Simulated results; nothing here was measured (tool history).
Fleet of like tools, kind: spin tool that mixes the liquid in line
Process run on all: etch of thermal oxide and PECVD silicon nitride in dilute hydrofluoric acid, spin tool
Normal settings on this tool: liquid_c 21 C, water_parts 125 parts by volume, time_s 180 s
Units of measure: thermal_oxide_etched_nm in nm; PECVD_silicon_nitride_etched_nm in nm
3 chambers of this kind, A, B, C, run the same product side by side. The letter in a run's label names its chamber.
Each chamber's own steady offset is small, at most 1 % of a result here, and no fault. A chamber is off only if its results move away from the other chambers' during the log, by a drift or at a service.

run   hour  liquid_c  water_parts  time_s  read-back film thickness of the thermal oxide reference wafer, read on the same gauge (nm)  read-back film thickness of the PECVD silicon nitride reference wafer, read on the same gauge (nm)  thermal_oxide_etched_nm  PECVD_silicon_nitride_etched_nm
 1B   14.8        21          125     180                                                                                      29.987                                                                                              39.998                   5.7010                           4.2086
 2A   28.0        21          125     180                                                                                      29.990                                                                                              40.027                   5.7982                           4.2583
 3C   35.5        21          125     180                                                                                      30.007                                                                                              40.013                   5.7035                           4.2787
 4C   48.2        21          125     180                                                                                      29.979                                                                                              39.968                   5.7665                           4.2659
 5B   61.1        21          125     180                                                                                      30.025                                                                                              40.009                   5.7401                           4.2982
 6A   77.2        21          125     180                                                                                      30.005                                                                                              40.009                   5.7757                           4.2363
 7C   89.1        21          125     180                                                                                      30.001                                                                                              39.979                   5.7206                           4.2187
 8A   97.6        21          125     180                                                                                      30.004                                                                                              39.992                   5.7255                           4.1917
 9B  105.8        21          125     180                                                                                      29.960                                                                                              40.017                   5.8404                           4.2380
10C  119.2        21          100     180                                                                                      29.987                                                                                              39.966                   7.3404                           5.2704
11B  133.3        21          100     180                                                                                      30.021                                                                                              39.997                   7.4245                           5.3080
12A  141.7        21          100     180                                                                                      30.020                                                                                              39.973                   7.1923                           5.0788
13C  153.6        21          125     180                                                                                      30.007                                                                                              40.013                   5.6859                           4.2515
     155.1  -- chamber C: hydrofluoric acid flow meter replaced
14A  162.0        21          125     180                                                                                      29.985                                                                                              40.025                   5.5913                           4.0934
15B  172.8        21          125     180                                                                                      29.971                                                                                              39.964                   5.7151                           4.2956
16C  187.1        21          125     180                                                                                      29.965                                                                                              40.049                   5.7687                           4.2129
17B  199.5        21          125     180                                                                                      29.994                                                                                              40.005                   5.8134                           4.2686
18A  206.8        21          125     180                                                                                      30.041                                                                                              40.015                   5.5022                           4.0040
19A  219.5        21          125     180                                                                                      30.010                                                                                              39.991                   5.4060                           3.9992
20B  234.8        21          125     180                                                                                      30.004                                                                                              39.981                   5.8212                           4.2584
21C  243.7        21          125     180                                                                                      29.982                                                                                              40.004                   5.7114                           4.2355

Predict what each chamber gives when all 3 of them run the settings below next.
22A  255.5        21          125     180                                                                                                                                                                                                                        ?                                ?
22B  255.5        21          125     180                                                                                                                                                                                                                        ?                                ?
22C  255.5        21          125     180                                                                                                                                                                                                                        ?                                ?

run  thermal_oxide_etched_nm  PECVD_silicon_nitride_etched_nm
22A                   5.2665                           3.9463
22B                   5.7213                           4.2217
22C                   5.7145                           4.2490
